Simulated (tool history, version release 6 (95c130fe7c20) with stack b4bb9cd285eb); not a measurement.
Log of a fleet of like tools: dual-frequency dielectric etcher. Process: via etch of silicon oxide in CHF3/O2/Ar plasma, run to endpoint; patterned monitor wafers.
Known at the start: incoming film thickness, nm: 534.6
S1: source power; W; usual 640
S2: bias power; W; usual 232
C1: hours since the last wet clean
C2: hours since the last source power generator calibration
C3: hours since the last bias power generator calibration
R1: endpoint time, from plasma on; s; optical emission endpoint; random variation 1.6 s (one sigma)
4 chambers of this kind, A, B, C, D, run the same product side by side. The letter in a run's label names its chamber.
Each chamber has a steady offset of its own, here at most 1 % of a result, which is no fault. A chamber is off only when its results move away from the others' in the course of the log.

{"run": "1A", "day": 0.221, "S1": 640, "S2": 232, "C1": 367.9, "C2": 1175.3, "C3": 2761.1, "R1": 245.47}
{"run": "2B", "day": 0.617, "S1": 640, "S2": 232, "C1": 256.4, "C2": 4333.6, "C3": 2537.9, "R1": 241}
{"day": 0.983, "done": "chamber A: wet clean of the chamber"}
{"run": "3D", "day": 0.988, "S1": 640, "S2": 232, "C1": 549.4, "C2": 152.5, "C3": 3513.7, "R1": 242.18}
{"run": "4C", "day": 1.308, "S1": 640, "S2": 232, "C1": 195.1, "C2": 192.4, "C3": 4576.6, "R1": 238.42}
{"day": 1.554, "done": "chamber D: wet clean of the chamber"}
{"run": "5B", "day": 1.696, "S1": 640, "S2": 232, "C1": 282.3, "C2": 4359.5, "C3": 2563.8, "R1": 242.52}
{"run": "6A", "day": 1.929, "S1": 640, "S2": 232, "C1": 22.8, "C2": 1216.3, "C3": 2802.1, "R1": 245.03}
{"run": "7D", "day": 2.338, "S1": 640, "S2": 232, "C1": 18.8, "C2": 184.9, "C3": 3546.1, "R1": 241.42}
{"run": "8C", "day": 2.683, "S1": 640, "S2": 232, "C1": 228.1, "C2": 225.4, "C3": 4609.6, "R1": 238.48}
{"run": "9A", "day": 3.167, "S1": 640, "S2": 232, "C1": 52.5, "C2": 1246, "C3": 2831.8, "R1": 246.15}
{"day": 3.417, "done": "chamber B: source power generator calibrated"}
{"run": "10B", "day": 3.433, "S1": 640, "S2": 232, "C1": 324, "C2": 0.4, "C3": 2605.5, "R1": 240.03}
{"run": "11D", "day": 3.671, "S1": 640, "S2": 232, "C1": 50.8, "C2": 216.9, "C3": 3578.1, "R1": 240.6}
{"run": "12C", "day": 3.933, "S1": 640, "S2": 232, "C1": 258.1, "C2": 255.4, "C3": 4639.6, "R1": 242.4}
{"run": "13B", "day": 4.167, "S1": 640, "S2": 232, "C1": 341.6, "C2": 18, "C3": 2623.1, "R1": 243.48}
{"run": "14A", "day": 4.421, "S1": 640, "S2": 232, "C1": 82.6, "C2": 1276.1, "C3": 2861.9, "R1": 248.64}
{"run": "15C", "day": 4.829, "S1": 640, "S2": 232, "C1": 279.6, "C2": 276.9, "C3": 4661.1, "R1": 241}
{"run": "16D", "day": 5.217, "S1": 640, "S2": 232, "C1": 87.9, "C2": 254, "C3": 3615.2, "R1": 240.42}
{"run": "17A", "day": 5.625, "S1": 640, "S2": 232, "C1": 111.5, "C2": 1305, "C3": 2890.8, "R1": 244.32}
{"day": 5.658, "done": "chamber B: wet clean of the chamber"}
{"run": "18D", "day": 5.858, "S1": 740, "S2": 182, "C1": 103.3, "C2": 269.4, "C3": 3630.6, "R1": 247.73}
{"run": "19C", "day": 6.192, "S1": 740, "S2": 182, "C1": 312.3, "C2": 309.6, "C3": 4693.8, "R1": 247.89}
{"run": "20B", "day": 6.558, "S1": 740, "S2": 182, "C1": 21.6, "C2": 75.4, "C3": 2680.5, "R1": 250.23}
{"run": "21C", "day": 7.05, "S1": 740, "S2": 182, "C1": 332.9, "C2": 330.2, "C3": 4714.4, "R1": 245.12}
{"run": "22A", "day": 7.288, "S1": 640, "S2": 232, "C1": 151.4, "C2": 1344.9, "C3": 2930.7, "R1": 244.6}
{"run": "23D", "day": 7.775, "S1": 640, "S2": 232, "C1": 149.3, "C2": 315.4, "C3": 3676.6, "R1": 243.2}
{"run": "24B", "day": 8.238, "S1": 640, "S2": 232, "C1": 61.9, "C2": 115.7, "C3": 2720.8, "R1": 244.22}
{"run": "25D", "day": 8.567, "S1": 640, "S2": 232, "C1": 168.3, "C2": 334.4, "C3": 3695.6, "R1": 241.93}
{"run": "26C", "day": 8.833, "S1": 640, "S2": 232, "C1": 375.7, "C2": 373, "C3": 4757.2, "R1": 237.27}
{"run": "27A", "day": 9.075, "S1": 640, "S2": 232, "C1": 194.3, "C2": 1387.8, "C3": 2973.6, "R1": 243.17}
{"run": "28B", "day": 9.471, "S1": 640, "S2": 232, "C1": 91.5, "C2": 145.3, "C3": 2750.4, "R1": 241.89}
{"day": 9.675, "done": "chamber C: wet clean of the chamber"}
{"run": "29C", "day": 9.892, "S1": 640, "S2": 232, "C1": 5.3, "C2": 398.4, "C3": 4782.6, "R1": 241.55}
{"run": "30D", "day": 10.196, "S1": 640, "S2": 232, "C1": 207.4, "C2": 373.5, "C3": 3734.7, "R1": 241.13}
{"run": "31A", "day": 10.512, "S1": 640, "S2": 232, "C1": 228.8, "C2": 1422.3, "C3": 3008.1, "R1": 243.37}
{"run": "32B", "day": 10.967, "S1": 640, "S2": 232, "C1": 127.4, "C2": 181.2, "C3": 2786.3, "R1": 240.81}
{"day": 11.133, "done": "chamber A: bias power generator calibrated"}
{"run": "33C", "day": 11.442, "S1": 640, "S2": 232, "C1": 42.5, "C2": 435.6, "C3": 4819.8, "R1": 238.04}
{"run": "34A", "day": 11.908, "S1": 640, "S2": 232, "C1": 262.3, "C2": 1455.8, "C3": 18.7, "R1": 243.18}
{"run": "35B", "day": 12.229, "S1": 640, "S2": 232, "C1": 157.7, "C2": 211.5, "C3": 2816.6, "R1": 242.43}
{"run": "36D", "day": 12.621, "S1": 640, "S2": 232, "C1": 265.6, "C2": 431.7, "C3": 3792.9, "R1": 244.36}
{"run": "37B", "day": 12.962, "S1": 640, "S2": 232, "C1": 175.3, "C2": 229.1, "C3": 2834.2, "R1": 244.46}
{"run": "38A", "day": 13.467, "S1": 640, "S2": 232, "C1": 299.7, "C2": 1493.2, "C3": 56.1, "R1": 245.88}
{"run": "39D", "day": 13.979, "S1": 640, "S2": 232, "C1": 298.2, "C2": 464.3, "C3": 3825.5, "R1": 241.49}
{"run": "40C", "day": 14.292, "S1": 640, "S2": 232, "C1": 110.9, "C2": 504, "C3": 4888.2, "R1": 238.68}

Is one chamber off against the others, does the gauge drift, or is nothing wrong? If a chamber is off, say which, and what the likeliest cause is.

No chamber stands off beyond its own small offset, and the gauge holds steady.

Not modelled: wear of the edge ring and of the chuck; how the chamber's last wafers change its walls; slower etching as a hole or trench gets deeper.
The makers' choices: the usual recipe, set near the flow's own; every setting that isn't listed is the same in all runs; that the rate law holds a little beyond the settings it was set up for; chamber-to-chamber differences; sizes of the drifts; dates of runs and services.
